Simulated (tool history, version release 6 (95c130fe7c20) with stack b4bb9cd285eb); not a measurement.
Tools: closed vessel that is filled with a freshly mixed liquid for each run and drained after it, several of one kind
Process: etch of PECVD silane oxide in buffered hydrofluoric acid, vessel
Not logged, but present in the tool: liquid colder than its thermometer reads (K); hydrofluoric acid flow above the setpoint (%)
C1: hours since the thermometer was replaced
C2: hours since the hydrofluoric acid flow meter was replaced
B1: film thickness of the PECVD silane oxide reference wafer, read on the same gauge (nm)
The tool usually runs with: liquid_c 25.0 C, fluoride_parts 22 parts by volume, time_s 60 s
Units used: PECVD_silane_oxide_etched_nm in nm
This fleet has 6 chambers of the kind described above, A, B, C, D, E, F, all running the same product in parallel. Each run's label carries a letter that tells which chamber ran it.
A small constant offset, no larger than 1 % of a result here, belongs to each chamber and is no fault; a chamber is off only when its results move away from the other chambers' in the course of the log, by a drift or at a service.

run 1D hour=7.4 | liquid_c=25.0 fluoride_parts=22 time_s=60 | C1=681.7 C2=710.1 | B1=29.988 | PECVD_silane_oxide_etched_nm=57.016
run 2F hour=13.5 | liquid_c=25.0 fluoride_parts=22 time_s=60 | C1=548.5 C2=104.1 | B1=29.978 | PECVD_silane_oxide_etched_nm=56.809
run 3B hour=25.9 | liquid_c=25.0 fluoride_parts=22 time_s=60 | C1=1425.8 C2=313.0 | B1=30.004 | PECVD_silane_oxide_etched_nm=57.485
run 4A hour=32.5 | liquid_c=25.0 fluoride_parts=22 time_s=60 | C1=439.5 C2=58.6 | B1=29.995 | PECVD_silane_oxide_etched_nm=56.738
run 5C hour=38.8 | liquid_c=25.0 fluoride_parts=22 time_s=60 | C1=695.7 C2=762.2 | B1=29.981 | PECVD_silane_oxide_etched_nm=57.087
run 6E hour=49.2 | liquid_c=27.0 fluoride_parts=22 time_s=60 | C1=883.2 C2=840.9 | B1=29.994 | PECVD_silane_oxide_etched_nm=64.264
run 7A hour=57.8 | liquid_c=27.0 fluoride_parts=22 time_s=60 | C1=464.8 C2=83.9 | B1=29.965 | PECVD_silane_oxide_etched_nm=63.354
run 8D hour=69.1 | liquid_c=27.0 fluoride_parts=22 time_s=60 | C1=743.4 C2=771.8 | B1=30.007 | PECVD_silane_oxide_etched_nm=63.543
run 9F hour=75.5 | liquid_c=27.0 fluoride_parts=22 time_s=60 | C1=610.5 C2=166.1 | B1=29.972 | PECVD_silane_oxide_etched_nm=63.290
run 10C hour=86.9 | liquid_c=27.0 fluoride_parts=22 time_s=60 | C1=743.8 C2=810.3 | B1=29.979 | PECVD_silane_oxide_etched_nm=63.500
run 11E hour=93.2 | liquid_c=27.0 fluoride_parts=22 time_s=60 | C1=927.2 C2=884.9 | B1=30.032 | PECVD_silane_oxide_etched_nm=64.318
run 12B hour=98.9 | liquid_c=25.0 fluoride_parts=22 time_s=60 | C1=1498.8 C2=386.0 | B1=29.982 | PECVD_silane_oxide_etched_nm=57.334
run 13F hour=108.6 | liquid_c=25.0 fluoride_parts=22 time_s=60 | C1=643.6 C2=199.2 | B1=29.980 | PECVD_silane_oxide_etched_nm=57.229
run 14C hour=119.8 | liquid_c=25.0 fluoride_parts=22 time_s=60 | C1=776.7 C2=843.2 | B1=29.983 | PECVD_silane_oxide_etched_nm=57.202
run 15B hour=132.4 | liquid_c=23.5 fluoride_parts=22 time_s=60 | C1=1532.3 C2=419.5 | B1=30.003 | PECVD_silane_oxide_etched_nm=53.716
run 16A hour=141.0 | liquid_c=23.5 fluoride_parts=22 time_s=60 | C1=548.0 C2=167.1 | B1=30.000 | PECVD_silane_oxide_etched_nm=51.523
run 17D hour=147.7 | liquid_c=23.5 fluoride_parts=22 time_s=60 | C1=822.0 C2=850.4 | B1=29.971 | PECVD_silane_oxide_etched_nm=52.324
run 18E hour=159.1 | liquid_c=23.5 fluoride_parts=22 time_s=60 | C1=993.1 C2=950.8 | B1=29.980 | PECVD_silane_oxide_etched_nm=53.661
run 19A hour=167.2 | liquid_c=23.5 fluoride_parts=22 time_s=60 | C1=574.2 C2=193.3 | B1=29.983 | PECVD_silane_oxide_etched_nm=50.933
run 20D hour=177.9 | liquid_c=23.5 fluoride_parts=22 time_s=60 | C1=852.2 C2=880.6 | B1=30.029 | PECVD_silane_oxide_etched_nm=52.641
run 21B hour=187.1 | liquid_c=25.0 fluoride_parts=22 time_s=60 | C1=1587.0 C2=474.2 | B1=29.988 | PECVD_silane_oxide_etched_nm=57.946
run 22C hour=194.6 | liquid_c=25.0 fluoride_parts=22 time_s=60 | C1=851.5 C2=918.0 | B1=29.990 | PECVD_silane_oxide_etched_nm=57.222
-- hour=197.6 chamber F: thermometer replaced
run 23F hour=204.4 | liquid_c=25.0 fluoride_parts=22 time_s=60 | C1=6.9 C2=295.0 | B1=30.001 | PECVD_silane_oxide_etched_nm=56.975
run 24E hour=210.8 | liquid_c=25.0 fluoride_parts=22 time_s=60 | C1=1044.8 C2=1002.5 | B1=29.986 | PECVD_silane_oxide_etched_nm=57.455
run 25D hour=217.3 | liquid_c=25.0 fluoride_parts=22 time_s=75 | C1=891.6 C2=920.0 | B1=30.015 | PECVD_silane_oxide_etched_nm=71.044
run 26F hour=229.1 | liquid_c=25.0 fluoride_parts=22 time_s=75 | C1=31.6 C2=319.7 | B1=29.976 | PECVD_silane_oxide_etched_nm=71.549
run 27A hour=241.6 | liquid_c=25.0 fluoride_parts=22 time_s=75 | C1=648.6 C2=267.7 | B1=29.995 | PECVD_silane_oxide_etched_nm=69.913
-- hour=241.7 chamber D: thermometer replaced
run 28B hour=250.5 | liquid_c=25.0 fluoride_parts=22 time_s=75 | C1=1650.4 C2=537.6 | B1=30.003 | PECVD_silane_oxide_etched_nm=71.910
run 29E hour=263.3 | liquid_c=25.0 fluoride_parts=22 time_s=75 | C1=1097.3 C2=1055.0 | B1=30.033 | PECVD_silane_oxide_etched_nm=72.253
run 30C hour=273.4 | liquid_c=25.0 fluoride_parts=22 time_s=75 | C1=930.3 C2=996.8 | B1=29.955 | PECVD_silane_oxide_etched_nm=70.627
run 31E hour=285.1 | liquid_c=25.0 fluoride_parts=22 time_s=60 | C1=1119.1 C2=1076.8 | B1=29.947 | PECVD_silane_oxide_etched_nm=57.294
run 32C hour=296.5 | liquid_c=25.0 fluoride_parts=22 time_s=60 | C1=953.4 C2=1019.9 | B1=29.963 | PECVD_silane_oxide_etched_nm=56.744
run 33D hour=309.2 | liquid_c=25.0 fluoride_parts=22 time_s=60 | C1=67.5 C2=1011.9 | B1=30.002 | PECVD_silane_oxide_etched_nm=56.806
run 34B hour=315.9 | liquid_c=25.0 fluoride_parts=22 time_s=35 | C1=1715.8 C2=603.0 | B1=30.008 | PECVD_silane_oxide_etched_nm=33.549
run 35A hour=323.2 | liquid_c=25.0 fluoride_parts=22 time_s=35 | C1=730.2 C2=349.3 | B1=29.956 | PECVD_silane_oxide_etched_nm=32.084
run 36F hour=330.7 | liquid_c=25.0 fluoride_parts=22 time_s=35 | C1=133.2 C2=421.3 | B1=30.046 | PECVD_silane_oxide_etched_nm=32.934

The same settings go to every chamber for the next run, one line per chamber below. Forecast the results for each:
run 37A hour=340.2 | liquid_c=25.0 fluoride_parts=22 time_s=60 | PECVD_silane_oxide_etched_nm=?
run 37B hour=340.2 | liquid_c=25.0 fluoride_parts=22 time_s=60 | PECVD_silane_oxide_etched_nm=?
run 37C hour=340.2 | liquid_c=25.0 fluoride_parts=22 time_s=60 | PECVD_silane_oxide_etched_nm=?
run 37D hour=340.2 | liquid_c=25.0 fluoride_parts=22 time_s=60 | PECVD_silane_oxide_etched_nm=?
run 37E hour=340.2 | liquid_c=25.0 fluoride_parts=22 time_s=60 | PECVD_silane_oxide_etched_nm=?
run 37F hour=340.2 | liquid_c=25.0 fluoride_parts=22 time_s=60 | PECVD_silane_oxide_etched_nm=?

run=37A PECVD_silane_oxide_etched_nm=54.877
run=37B PECVD_silane_oxide_etched_nm=57.743
run=37C PECVD_silane_oxide_etched_nm=57.272
run=37D PECVD_silane_oxide_etched_nm=57.186
run=37E PECVD_silane_oxide_etched_nm=57.629
run=37F PECVD_silane_oxide_etched_nm=56.859

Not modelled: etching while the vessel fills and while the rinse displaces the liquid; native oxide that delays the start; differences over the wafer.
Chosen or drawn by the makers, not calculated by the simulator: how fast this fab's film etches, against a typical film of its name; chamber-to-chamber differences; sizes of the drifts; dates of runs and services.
